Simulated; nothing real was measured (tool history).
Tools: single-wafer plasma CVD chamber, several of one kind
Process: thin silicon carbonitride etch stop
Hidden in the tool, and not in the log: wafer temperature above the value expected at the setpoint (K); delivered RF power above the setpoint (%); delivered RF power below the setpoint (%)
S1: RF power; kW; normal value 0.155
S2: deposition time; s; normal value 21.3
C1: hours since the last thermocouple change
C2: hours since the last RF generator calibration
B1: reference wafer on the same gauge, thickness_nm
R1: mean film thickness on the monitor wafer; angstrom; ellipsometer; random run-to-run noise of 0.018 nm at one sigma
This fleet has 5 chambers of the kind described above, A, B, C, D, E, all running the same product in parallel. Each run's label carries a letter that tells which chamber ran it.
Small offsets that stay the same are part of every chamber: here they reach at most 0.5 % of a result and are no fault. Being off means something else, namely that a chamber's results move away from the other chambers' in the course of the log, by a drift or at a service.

run	day	S1	S2	C1	C2	B1	R1
1A	0.608	0.155	21.3	1294.4	1521.6	11.105	112.500
2B	1.200	0.155	21.3	51.5	461.3	11.109	112.070
3C	1.625	0.155	21.3	1465.3	1553.9	11.109	112.470
4D	2.050	0.155	21.3	882.0	1214.8	11.110	112.650
5E	2.504	0.155	21.3	1515.9	807.2	11.112	112.610
6C	2.925	0.155	21.3	1496.5	1585.1	11.119	112.400
7D	3.271	0.155	21.3	911.3	1244.1	11.119	112.620
8A	3.771	0.155	21.3	1370.3	1597.5	11.119	113.040
9B	4.333	0.155	21.3	126.7	536.5	11.116	112.100
10E	4.650	0.155	21.3	1567.4	858.7	11.127	112.760
11A	4.983	0.155	21.3	1399.4	1626.6	11.121	112.690
12D	5.325	0.155	21.3	960.6	1293.4	11.134	113.010
13C	5.675	0.155	21.3	1562.5	1651.1	11.130	112.390
14E	6.000	0.155	21.3	1599.8	891.1	11.126	112.230
15B	6.529	0.155	21.3	179.4	589.2	11.135	112.150
16B	7.008	0.155	21.3	190.9	600.7	11.135	112.150
17E	7.621	0.155	21.3	1638.7	930.0	11.140	112.620
18D	8.104	0.155	21.3	1027.3	1360.1	11.144	113.370
19C	8.629	0.155	21.3	1633.4	1722.0	11.145	112.740
20A	9.108	0.155	21.3	1498.4	1725.6	11.154	113.000
21B	9.425	0.155	19.8	248.9	658.7	11.148	104.290
# day 9.529: chamber E: thermocouple changed; heater temperature recalibrated
22E	9.933	0.155	19.8	9.7	985.5	11.150	104.580
23C	10.275	0.155	19.8	1672.9	1761.5	11.151	104.550
24A	10.642	0.155	19.8	1535.2	1762.4	11.155	105.130
25D	11.067	0.155	19.8	1098.4	1431.2	11.161	105.020
26E	11.471	0.155	21.3	46.6	1022.4	11.165	112.830
27D	11.925	0.155	17.7	1119.0	1451.8	11.160	94.220
28C	12.500	0.155	17.7	1726.3	1814.9	11.162	93.826
29B	12.817	0.155	17.7	330.3	740.1	11.168	93.476
30A	13.129	0.155	17.7	1594.9	1822.1	11.170	94.183
31A	13.596	0.155	17.7	1606.1	1833.3	11.173	94.153

Which is it: a chamber that has drifted or been left off by a service, a gauge drift common to all chambers, or only each chamber's usual small offset? If a chamber is off, name it and its likeliest cause.

Gauge drift. The chambers move together only on paper, and none stands off.
Cause: gauge reads high (%) = 0.655.

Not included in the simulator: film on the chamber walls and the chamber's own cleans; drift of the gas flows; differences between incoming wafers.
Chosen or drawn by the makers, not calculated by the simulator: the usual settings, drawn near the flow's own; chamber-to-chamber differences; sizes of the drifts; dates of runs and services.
